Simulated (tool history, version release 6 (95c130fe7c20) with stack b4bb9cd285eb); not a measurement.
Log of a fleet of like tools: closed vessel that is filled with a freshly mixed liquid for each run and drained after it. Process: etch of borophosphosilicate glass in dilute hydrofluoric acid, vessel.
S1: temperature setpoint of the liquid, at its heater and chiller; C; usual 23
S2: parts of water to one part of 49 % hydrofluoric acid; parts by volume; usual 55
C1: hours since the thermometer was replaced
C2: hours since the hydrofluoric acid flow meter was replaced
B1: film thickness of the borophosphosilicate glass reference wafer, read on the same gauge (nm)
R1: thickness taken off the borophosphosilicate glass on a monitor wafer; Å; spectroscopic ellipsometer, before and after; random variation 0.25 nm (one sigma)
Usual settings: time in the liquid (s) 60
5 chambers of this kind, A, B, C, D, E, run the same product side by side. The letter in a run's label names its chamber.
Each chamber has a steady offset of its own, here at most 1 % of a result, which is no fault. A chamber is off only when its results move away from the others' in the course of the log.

{"hour": 3.9, "done": "chamber D: hydrofluoric acid flow meter replaced"}
{"run": "1B", "hour": 10.9, "S1": 23, "S2": 55, "time in the liquid (s)": 60, "C1": 1720.1, "C2": 144.7, "B1": 120.01, "R1": 419.16}
{"hour": 14.7, "done": "chamber B: thermometer replaced"}
{"run": "2C", "hour": 26.6, "S1": 23, "S2": 55, "time in the liquid (s)": 60, "C1": 678.1, "C2": 501.6, "B1": 120.03, "R1": 420.18}
{"run": "3E", "hour": 42.5, "S1": 23, "S2": 55, "time in the liquid (s)": 60, "C1": 495.1, "C2": 1450.8, "B1": 119.98, "R1": 416.84}
{"run": "4D", "hour": 49.7, "S1": 23, "S2": 55, "time in the liquid (s)": 60, "C1": 193.6, "C2": 45.8, "B1": 120.0, "R1": 420.16}
{"hour": 49.9, "done": "chamber A: thermometer replaced"}
{"run": "5A", "hour": 63.5, "S1": 23, "S2": 55, "time in the liquid (s)": 60, "C1": 13.7, "C2": 560.4, "B1": 120.02, "R1": 417.53}
{"run": "6C", "hour": 71.3, "S1": 23, "S2": 55, "time in the liquid (s)": 60, "C1": 722.8, "C2": 546.3, "B1": 120.0, "R1": 422.04}
{"run": "7E", "hour": 85.3, "S1": 23, "S2": 55, "time in the liquid (s)": 60, "C1": 537.9, "C2": 1493.6, "B1": 119.97, "R1": 419.24}
{"run": "8D", "hour": 98.4, "S1": 23, "S2": 55, "time in the liquid (s)": 60, "C1": 242.3, "C2": 94.5, "B1": 120.01, "R1": 417.26}
{"run": "9B", "hour": 108.3, "S1": 23, "S2": 55, "time in the liquid (s)": 60, "C1": 93.7, "C2": 242.1, "B1": 119.99, "R1": 413.08}
{"run": "10A", "hour": 119.4, "S1": 23, "S2": 55, "time in the liquid (s)": 60, "C1": 69.6, "C2": 616.3, "B1": 120.02, "R1": 422.08}
{"run": "11D", "hour": 135.2, "S1": 23, "S2": 55, "time in the liquid (s)": 60, "C1": 279.1, "C2": 131.3, "B1": 119.99, "R1": 418.65}
{"run": "12A", "hour": 142.9, "S1": 23, "S2": 55, "time in the liquid (s)": 60, "C1": 93.1, "C2": 639.8, "B1": 119.95, "R1": 420.52}
{"run": "13E", "hour": 153.4, "S1": 23, "S2": 55, "time in the liquid (s)": 60, "C1": 606.0, "C2": 1561.7, "B1": 120.0, "R1": 416.19}
{"run": "14B", "hour": 162.5, "S1": 21, "S2": 55, "time in the liquid (s)": 60, "C1": 147.9, "C2": 296.3, "B1": 120.0, "R1": 382.63}
{"hour": 167.2, "done": "chamber E: hydrofluoric acid flow meter replaced"}
{"run": "15C", "hour": 175.8, "S1": 21, "S2": 55, "time in the liquid (s)": 60, "C1": 827.3, "C2": 650.8, "B1": 120.0, "R1": 393.97}
{"run": "16B", "hour": 190.8, "S1": 21, "S2": 55, "time in the liquid (s)": 60, "C1": 176.2, "C2": 324.6, "B1": 119.99, "R1": 377.63}
{"run": "17D", "hour": 202.9, "S1": 21, "S2": 55, "time in the liquid (s)": 60, "C1": 346.8, "C2": 199.0, "B1": 120.01, "R1": 382.51}
{"run": "18C", "hour": 211.6, "S1": 21, "S2": 55, "time in the liquid (s)": 60, "C1": 863.1, "C2": 686.6, "B1": 119.97, "R1": 399.24}
{"run": "19A", "hour": 224.1, "S1": 23, "S2": 55, "time in the liquid (s)": 60, "C1": 174.3, "C2": 721.0, "B1": 119.98, "R1": 423.58}
{"run": "20E", "hour": 238.7, "S1": 23, "S2": 55, "time in the liquid (s)": 60, "C1": 691.3, "C2": 71.6, "B1": 120.0, "R1": 417.18}
{"run": "21E", "hour": 246.0, "S1": 23, "S2": 55, "time in the liquid (s)": 60, "C1": 698.6, "C2": 78.9, "B1": 119.99, "R1": 417.57}
{"run": "22D", "hour": 255.9, "S1": 23, "S2": 55, "time in the liquid (s)": 60, "C1": 399.8, "C2": 252.0, "B1": 119.98, "R1": 416.81}
{"run": "23B", "hour": 263.0, "S1": 23, "S2": 55, "time in the liquid (s)": 90, "C1": 248.4, "C2": 396.8, "B1": 120.0, "R1": 628.43}
{"run": "24C", "hour": 274.4, "S1": 23, "S2": 55, "time in the liquid (s)": 90, "C1": 925.9, "C2": 749.4, "B1": 119.96, "R1": 648.05}
{"run": "25A", "hour": 284.8, "S1": 23, "S2": 55, "time in the liquid (s)": 90, "C1": 235.0, "C2": 781.7, "B1": 120.0, "R1": 628.72}
{"run": "26A", "hour": 292.7, "S1": 23, "S2": 55, "time in the liquid (s)": 90, "C1": 242.9, "C2": 789.6, "B1": 120.04, "R1": 626.45}
{"run": "27C", "hour": 300.0, "S1": 23, "S2": 55, "time in the liquid (s)": 90, "C1": 951.5, "C2": 775.0, "B1": 119.99, "R1": 655.1}
{"run": "28B", "hour": 311.0, "S1": 23, "S2": 55, "time in the liquid (s)": 60, "C1": 296.4, "C2": 444.8, "B1": 119.98, "R1": 413.85}
{"run": "29E", "hour": 326.2, "S1": 20, "S2": 55, "time in the liquid (s)": 60, "C1": 778.8, "C2": 159.1, "B1": 119.98, "R1": 366.87}
{"run": "30D", "hour": 334.9, "S1": 20, "S2": 55, "time in the liquid (s)": 60, "C1": 478.8, "C2": 331.0, "B1": 119.98, "R1": 364.75}
{"run": "31B", "hour": 351.0, "S1": 20, "S2": 55, "time in the liquid (s)": 60, "C1": 336.4, "C2": 484.8, "B1": 119.97, "R1": 364.54}
{"run": "32D", "hour": 364.5, "S1": 20, "S2": 55, "time in the liquid (s)": 60, "C1": 508.4, "C2": 360.6, "B1": 120.01, "R1": 365.47}
{"run": "33E", "hour": 379.9, "S1": 20, "S2": 55, "time in the liquid (s)": 60, "C1": 832.5, "C2": 212.8, "B1": 120.04, "R1": 367.02}
{"run": "34C", "hour": 387.4, "S1": 23, "S2": 55, "time in the liquid (s)": 60, "C1": 1038.9, "C2": 862.4, "B1": 119.99, "R1": 443.88}
{"run": "35A", "hour": 402.2, "S1": 23, "S2": 55, "time in the liquid (s)": 70, "C1": 352.4, "C2": 899.1, "B1": 119.99, "R1": 488.99}
{"run": "36B", "hour": 414.4, "S1": 23, "S2": 55, "time in the liquid (s)": 70, "C1": 399.8, "C2": 548.2, "B1": 120.04, "R1": 484.77}

Next, every chamber runs the same settings. What will each give?
{"run": "37A", "hour": 426.1, "S1": 23, "S2": 55, "time in the liquid (s)": 60, "R1": "?"}
{"run": "37B", "hour": 426.1, "S1": 23, "S2": 55, "time in the liquid (s)": 60, "R1": "?"}
{"run": "37C", "hour": 426.1, "S1": 23, "S2": 55, "time in the liquid (s)": 60, "R1": "?"}
{"run": "37D", "hour": 426.1, "S1": 23, "S2": 55, "time in the liquid (s)": 60, "R1": "?"}
{"run": "37E", "hour": 426.1, "S1": 23, "S2": 55, "time in the liquid (s)": 60, "R1": "?"}

run=37A R1=422.47
run=37B R1=408.36
run=37C R1=444.06
run=37D R1=415.20
run=37E R1=417.79
